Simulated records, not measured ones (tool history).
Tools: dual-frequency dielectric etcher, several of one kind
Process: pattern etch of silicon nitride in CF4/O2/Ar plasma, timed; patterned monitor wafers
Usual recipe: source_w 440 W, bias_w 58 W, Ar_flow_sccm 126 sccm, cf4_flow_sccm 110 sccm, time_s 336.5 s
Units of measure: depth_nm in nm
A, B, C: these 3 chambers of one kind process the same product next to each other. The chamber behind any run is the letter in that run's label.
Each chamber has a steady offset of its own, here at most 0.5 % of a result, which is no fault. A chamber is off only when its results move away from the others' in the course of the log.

run,hour,source_w,bias_w,Ar_flow_sccm,cf4_flow_sccm,time_s,"read-back reference wafer on the same gauge, depth_nm",depth_nm
# hour 6.1: chamber C: wet clean of the chamber
1A,8,440,58,126,110,336.5,676.98,594.42
# hour 13.6: chamber B: wet clean of the chamber
2B,22.9,440,58,126,110,336.5,676.77,593.54
3C,37,440,58,126,110,336.5,676.5,595.5
4B,48.4,440,58,126,110,336.5,676.21,594.48
5A,61.7,440,58,126,110,336.5,676.24,592.31
6C,69.8,440,58,126,110,336.5,675.88,595
7A,81.1,440,58,126,110,336.5,675.9,594.64
8C,88.9,440,58,126,110,336.5,675.33,596.1
9B,99.9,440,58,126,110,336.5,675.47,592.32
# hour 111.4: chamber A: wet clean of the chamber
10A,114.3,440,58,126,110,336.5,675.06,593.44
11C,121.7,440,58,126,110,336.5,675.31,594.91
12B,135,440,58,126,110,336.5,675.09,594.5
13B,143.4,440,58,126,110,336.5,674.81,592.38
14A,156.1,440,58,126,110,336.5,674.47,591.65
15C,168.1,440,58,126,110,336.5,674.4,594.54
16B,175.6,440,58,126,110,336.5,674.21,592.22
17C,185.2,440,58,126,110,336.5,674.43,594.33
18A,197.1,440,58,126,110,336.5,673.98,593.17
19C,204.6,440,58,126,110,336.5,673.52,594.45
20B,214.4,440,58,156,110,336.5,673.59,577.96
21A,228.2,440,58,156,110,336.5,673.69,576.65
# hour 236.8: chamber C: CF4 flow controller replaced
22A,236.8,440,58,156,110,336.5,673.43,577.08
23C,246.9,440,50,126,110,417.5,673.13,696.76
24B,254.9,440,50,126,110,417.5,672.63,692.13

Is one chamber out of step, is the gauge drifting, or do the chambers differ by no more than their own small offsets? For an off chamber, give its letter and the likeliest cause.

Gauge drift. The chambers move together only on paper, and none stands off.
What lies behind it: gauge reads low (%) = 0.614.
